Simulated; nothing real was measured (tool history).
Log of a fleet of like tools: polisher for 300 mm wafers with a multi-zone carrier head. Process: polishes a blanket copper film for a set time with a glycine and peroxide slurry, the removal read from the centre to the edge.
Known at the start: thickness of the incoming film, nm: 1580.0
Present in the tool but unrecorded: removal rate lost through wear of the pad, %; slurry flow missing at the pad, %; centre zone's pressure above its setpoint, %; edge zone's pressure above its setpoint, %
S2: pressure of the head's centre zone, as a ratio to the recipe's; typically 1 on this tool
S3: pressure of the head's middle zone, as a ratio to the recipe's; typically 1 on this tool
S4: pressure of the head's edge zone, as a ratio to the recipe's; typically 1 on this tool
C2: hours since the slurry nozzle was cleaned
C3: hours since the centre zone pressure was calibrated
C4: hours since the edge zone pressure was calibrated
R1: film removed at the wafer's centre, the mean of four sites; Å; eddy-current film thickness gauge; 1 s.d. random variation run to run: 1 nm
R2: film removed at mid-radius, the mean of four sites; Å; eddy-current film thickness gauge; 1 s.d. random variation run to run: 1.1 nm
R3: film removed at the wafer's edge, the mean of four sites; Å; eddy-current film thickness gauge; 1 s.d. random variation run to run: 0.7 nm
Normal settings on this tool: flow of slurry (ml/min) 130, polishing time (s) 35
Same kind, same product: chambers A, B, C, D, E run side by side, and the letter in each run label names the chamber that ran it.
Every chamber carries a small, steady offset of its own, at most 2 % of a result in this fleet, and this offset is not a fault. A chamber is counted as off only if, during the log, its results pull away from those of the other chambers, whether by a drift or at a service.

{"hour": 7.7, "done": "chamber D: worn pad replaced by a new one"}
{"run": "1E", "hour": 8.0, "flow of slurry (ml/min)": 130, "S2": 1, "S3": 1, "S4": 1, "polishing time (s)": 35, "wafers polished on this pad": 218, "C2": 373.2, "C3": 723.7, "C4": 1257.1, "R1": 1003.4, "R2": 1022.5, "R3": 997.99}
{"run": "2B", "hour": 14.5, "flow of slurry (ml/min)": 130, "S2": 1, "S3": 1, "S4": 1, "polishing time (s)": 35, "wafers polished on this pad": 240, "C2": 109.8, "C3": 851.9, "C4": 193.8, "R1": 1004.2, "R2": 1012.2, "R3": 1006.9}
{"run": "3C", "hour": 20.3, "flow of slurry (ml/min)": 130, "S2": 1, "S3": 1, "S4": 1, "polishing time (s)": 35, "wafers polished on this pad": 570, "C2": 80.6, "C3": 755.2, "C4": 73.5, "R1": 1022.6, "R2": 1001.6, "R3": 1004.1}
{"run": "4D", "hour": 26.1, "flow of slurry (ml/min)": 130, "S2": 1, "S3": 1, "S4": 1, "polishing time (s)": 35, "wafers polished on this pad": 199, "C2": 235.8, "C3": 624.4, "C4": 81, "R1": 1017.8, "R2": 988.76, "R3": 1015.9}
{"hour": 29.3, "done": "chamber D: slurry nozzle cleaned"}
{"run": "5A", "hour": 32.7, "flow of slurry (ml/min)": 165, "S2": 1, "S3": 1, "S4": 1.08, "polishing time (s)": 35, "wafers polished on this pad": 625, "C2": 250.4, "C3": 462.3, "C4": 238, "R1": 1065.5, "R2": 1068.3, "R3": 1095.6}
{"hour": 35.9, "done": "chamber E: worn pad replaced by a new one"}
{"run": "6E", "hour": 39.2, "flow of slurry (ml/min)": 165, "S2": 1, "S3": 1, "S4": 1.08, "polishing time (s)": 35, "wafers polished on this pad": 36, "C2": 404.4, "C3": 754.9, "C4": 1288.3, "R1": 1091.3, "R2": 1077.7, "R3": 1091}
{"hour": 40.1, "done": "chamber A: worn pad replaced by a new one"}
{"run": "7B", "hour": 46.4, "flow of slurry (ml/min)": 165, "S2": 1, "S3": 1, "S4": 1.08, "polishing time (s)": 35, "wafers polished on this pad": 584, "C2": 141.7, "C3": 883.8, "C4": 225.7, "R1": 1040, "R2": 1061.3, "R3": 1101.3}
{"hour": 47.1, "done": "chamber E: edge zone pressure recalibrated"}
{"hour": 51.0, "done": "chamber D: centre zone pressure recalibrated"}
{"run": "8D", "hour": 53.2, "flow of slurry (ml/min)": 165, "S2": 1, "S3": 1, "S4": 1.08, "polishing time (s)": 35, "wafers polished on this pad": 491, "C2": 24, "C3": 2.2, "C4": 108.1, "R1": 1071.3, "R2": 1041.8, "R3": 1092.3}
{"run": "9A", "hour": 60.3, "flow of slurry (ml/min)": 165, "S2": 1, "S3": 1, "S4": 1.08, "polishing time (s)": 35, "wafers polished on this pad": 218, "C2": 278, "C3": 489.9, "C4": 265.6, "R1": 1056.1, "R2": 1068.6, "R3": 1090.9}
{"run": "10C", "hour": 66.4, "flow of slurry (ml/min)": 130, "S2": 1, "S3": 1, "S4": 1, "polishing time (s)": 35, "wafers polished on this pad": 1067, "C2": 126.7, "C3": 801.3, "C4": 119.6, "R1": 991.65, "R2": 1012.1, "R3": 994.97}
{"run": "11A", "hour": 72.4, "flow of slurry (ml/min)": 130, "S2": 1, "S3": 1, "S4": 1, "polishing time (s)": 35, "wafers polished on this pad": 348, "C2": 290.1, "C3": 502, "C4": 277.7, "R1": 1016.7, "R2": 1002.3, "R3": 1008.7}
{"hour": 79.0, "done": "chamber E: worn pad replaced by a new one"}
{"run": "12C", "hour": 80.1, "flow of slurry (ml/min)": 130, "S2": 1, "S3": 1, "S4": 1, "polishing time (s)": 35, "wafers polished on this pad": 1215, "C2": 140.4, "C3": 815, "C4": 133.3, "R1": 1010.9, "R2": 1012.6, "R3": 1001.7}
{"hour": 80.5, "done": "chamber C: worn pad replaced by a new one"}
{"run": "13D", "hour": 86.1, "flow of slurry (ml/min)": 130, "S2": 1, "S3": 1, "S4": 1, "polishing time (s)": 35, "wafers polished on this pad": 846, "C2": 56.9, "C3": 35.1, "C4": 141, "R1": 1016, "R2": 975.03, "R3": 1016.9}
{"run": "14E", "hour": 92.6, "flow of slurry (ml/min)": 130, "S2": 1, "S3": 1.06, "S4": 0.91, "polishing time (s)": 35, "wafers polished on this pad": 146, "C2": 457.8, "C3": 808.3, "C4": 45.5, "R1": 1010.2, "R2": 1062.2, "R3": 937.47}
{"run": "15B", "hour": 97.1, "flow of slurry (ml/min)": 130, "S2": 1, "S3": 1.06, "S4": 0.91, "polishing time (s)": 35, "wafers polished on this pad": 1132, "C2": 192.4, "C3": 934.5, "C4": 276.4, "R1": 971.47, "R2": 1047.7, "R3": 946.63}
{"hour": 101.7, "done": "chamber A: worn pad replaced by a new one"}
{"run": "16C", "hour": 102.4, "flow of slurry (ml/min)": 130, "S2": 1, "S3": 1.06, "S4": 0.91, "polishing time (s)": 35, "wafers polished on this pad": 236, "C2": 162.7, "C3": 837.3, "C4": 155.6, "R1": 995.45, "R2": 1069.1, "R3": 953.69}
{"hour": 108.2, "done": "chamber B: centre zone pressure recalibrated"}
{"run": "17D", "hour": 109.2, "flow of slurry (ml/min)": 130, "S2": 1, "S3": 1.06, "S4": 0.91, "polishing time (s)": 35, "wafers polished on this pad": 1095, "C2": 80, "C3": 58.2, "C4": 164.1, "R1": 1023.4, "R2": 1047.6, "R3": 960.98}
{"hour": 112.6, "done": "chamber A: slurry nozzle cleaned"}
{"run": "18A", "hour": 113.2, "flow of slurry (ml/min)": 130, "S2": 1, "S3": 1.06, "S4": 0.91, "polishing time (s)": 35, "wafers polished on this pad": 124, "C2": 0.7, "C3": 542.8, "C4": 318.5, "R1": 1017.1, "R2": 1076.5, "R3": 969.07}
{"run": "19B", "hour": 117.2, "flow of slurry (ml/min)": 130, "S2": 1, "S3": 1, "S4": 1, "polishing time (s)": 35, "wafers polished on this pad": 1348, "C2": 212.5, "C3": 9, "C4": 296.5, "R1": 953.27, "R2": 983.56, "R3": 1005.8}
{"hour": 120.4, "done": "chamber E: worn pad replaced by a new one"}
{"run": "20E", "hour": 123.0, "flow of slurry (ml/min)": 130, "S2": 1.06, "S3": 1, "S4": 1.11, "polishing time (s)": 35, "wafers polished on this pad": 29, "C2": 488.2, "C3": 838.7, "C4": 75.9, "R1": 1059.8, "R2": 1003, "R3": 1065.5}
{"run": "21C", "hour": 126.8, "flow of slurry (ml/min)": 130, "S2": 1.06, "S3": 1, "S4": 1.11, "polishing time (s)": 35, "wafers polished on this pad": 499, "C2": 187.1, "C3": 861.7, "C4": 180, "R1": 1065.1, "R2": 993.28, "R3": 1051.4}
{"run": "22D", "hour": 133.6, "flow of slurry (ml/min)": 130, "S2": 1.06, "S3": 1, "S4": 1.11, "polishing time (s)": 35, "wafers polished on this pad": 1358, "C2": 104.4, "C3": 82.6, "C4": 188.5, "R1": 1094.1, "R2": 1006.6, "R3": 1073.3}
{"hour": 135.6, "done": "chamber B: worn pad replaced by a new one"}
{"run": "23B", "hour": 138.7, "flow of slurry (ml/min)": 130, "S2": 1.06, "S3": 1, "S4": 1.11, "polishing time (s)": 35, "wafers polished on this pad": 34, "C2": 234, "C3": 30.5, "C4": 318, "R1": 1029.6, "R2": 983.04, "R3": 1027.9}
{"hour": 142.4, "done": "chamber C: slurry nozzle cleaned"}
{"hour": 143.0, "done": "chamber D: worn pad replaced by a new one"}
{"run": "24A", "hour": 146.4, "flow of slurry (ml/min)": 130, "S2": 1.06, "S3": 1, "S4": 1.11, "polishing time (s)": 35, "wafers polished on this pad": 483, "C2": 33.9, "C3": 576, "C4": 351.7, "R1": 1090.2, "R2": 1019.4, "R3": 1074.4}
{"run": "25E", "hour": 152.4, "flow of slurry (ml/min)": 130, "S2": 1, "S3": 1, "S4": 1, "polishing time (s)": 35, "wafers polished on this pad": 346, "C2": 517.6, "C3": 868.1, "C4": 105.3, "R1": 1012.1, "R2": 1002.2, "R3": 989.84}
{"run": "26B", "hour": 159.3, "flow of slurry (ml/min)": 130, "S2": 1, "S3": 1, "S4": 1, "polishing time (s)": 35, "wafers polished on this pad": 256, "C2": 254.6, "C3": 51.1, "C4": 338.6, "R1": 939.13, "R2": 964.27, "R3": 975.72}
{"hour": 162.6, "done": "chamber A: worn pad replaced by a new one"}
{"run": "27E", "hour": 163.9, "flow of slurry (ml/min)": 130, "S2": 1, "S3": 1, "S4": 1, "polishing time (s)": 35, "wafers polished on this pad": 470, "C2": 529.1, "C3": 879.6, "C4": 116.8, "R1": 1005.9, "R2": 982.27, "R3": 1009.3}
{"hour": 168.8, "done": "chamber E: worn pad replaced by a new one"}
{"run": "28C", "hour": 171.2, "flow of slurry (ml/min)": 130, "S2": 1, "S3": 1, "S4": 1, "polishing time (s)": 35, "wafers polished on this pad": 978, "C2": 28.8, "C3": 906.1, "C4": 224.4, "R1": 995.92, "R2": 986.2, "R3": 998.28}
{"run": "29A", "hour": 176.6, "flow of slurry (ml/min)": 130, "S2": 1, "S3": 1, "S4": 1, "polishing time (s)": 35, "wafers polished on this pad": 151, "C2": 64.1, "C3": 606.2, "C4": 381.9, "R1": 1028.9, "R2": 1008.1, "R3": 1003.8}
{"run": "30D", "hour": 180.7, "flow of slurry (ml/min)": 130, "S2": 1, "S3": 1, "S4": 1, "polishing time (s)": 35, "wafers polished on this pad": 407, "C2": 151.5, "C3": 129.7, "C4": 235.6, "R1": 1004.3, "R2": 995.74, "R3": 1015.4}
{"run": "31E", "hour": 188.3, "flow of slurry (ml/min)": 130, "S2": 1, "S3": 1, "S4": 1, "polishing time (s)": 35, "wafers polished on this pad": 211, "C2": 553.5, "C3": 904, "C4": 141.2, "R1": 994.67, "R2": 991.78, "R3": 998.55}
{"hour": 191.5, "done": "chamber C: worn pad replaced by a new one"}
{"run": "32C", "hour": 194.5, "flow of slurry (ml/min)": 130, "S2": 1, "S3": 1, "S4": 1, "polishing time (s)": 35, "wafers polished on this pad": 32, "C2": 52.1, "C3": 929.4, "C4": 247.7, "R1": 1008.9, "R2": 1016.9, "R3": 988.55}
{"run": "33A", "hour": 198.4, "flow of slurry (ml/min)": 130, "S2": 1, "S3": 1, "S4": 1, "polishing time (s)": 35, "wafers polished on this pad": 386, "C2": 85.9, "C3": 628, "C4": 403.7, "R1": 1002.7, "R2": 1022.1, "R3": 1010.5}
{"run": "34B", "hour": 205.6, "flow of slurry (ml/min)": 130, "S2": 1, "S3": 1, "S4": 1, "polishing time (s)": 35, "wafers polished on this pad": 756, "C2": 300.9, "C3": 97.4, "C4": 384.9, "R1": 915.19, "R2": 949.1, "R3": 959.88}
{"run": "35D", "hour": 209.4, "flow of slurry (ml/min)": 130, "S2": 1, "S3": 1, "S4": 1, "polishing time (s)": 35, "wafers polished on this pad": 716, "C2": 180.2, "C3": 158.4, "C4": 264.3, "R1": 1027.3, "R2": 1002.8, "R3": 1002.4}
{"run": "36A", "hour": 215.7, "flow of slurry (ml/min)": 130, "S2": 1, "S3": 1, "S4": 1, "polishing time (s)": 35, "wafers polished on this pad": 573, "C2": 103.2, "C3": 645.3, "C4": 421, "R1": 1010.6, "R2": 1024.5, "R3": 1018.3}

Which is it: a chamber that has drifted or been left off by a service, a gauge drift common to all chambers, or only each chamber's usual small offset? If a chamber is off, name it and its likeliest cause.

Chamber B drifts away from the others.
What lies behind it: slurry flow missing at the pad, % = 27.6.

Chamber B could run next with any of the 4 candidate recipes listed below; each alters the usual settings, and their results appear as question marks. Which one brings its results back in line with what the other chambers deliver on the usual settings?
Maximum distance from the other chambers' mean on the usual settings for a result to count as in line: R1 35 Å; R2 37 Å; R3 24 Å
{"run": "37B-1", "hour": 221.5, "flow of slurry (ml/min)": 135, "S2": 1.03, "S3": 1, "S4": 0.99, "polishing time (s)": 37, "R1": "?", "R2": "?", "R3": "?"}
{"run": "37B-2", "hour": 221.5, "flow of slurry (ml/min)": 125, "S2": 0.97, "S3": 1, "S4": 1.01, "polishing time (s)": 33, "R1": "?", "R2": "?", "R3": "?"}
{"run": "37B-3", "hour": 221.5, "flow of slurry (ml/min)": 130, "S2": 1.01, "S3": 1, "S4": 0.99, "polishing time (s)": 36, "R1": "?", "R2": "?", "R3": "?"}
{"run": "37B-4", "hour": 221.5, "flow of slurry (ml/min)": 130, "S2": 0.99, "S3": 1, "S4": 1.01, "polishing time (s)": 34, "R1": "?", "R2": "?", "R3": "?"}

Other chambers, usual settings, mean: R1 1008.5 Å; R2 1004.6 Å; R3 1006.6 Å
run=37B-1 R1=1007.4 R2=1006.6 R3=1013
run=37B-2 R1=818.38 R2=877.69 R3=899.23
run=37B-3 R1=946.86 R2=968.75 R3=978.33
run=37B-4 R1=874.59 R2=915.01 R3=933.85
The answer is 37B-1, which returns the chamber to within the allowed miss of the others.
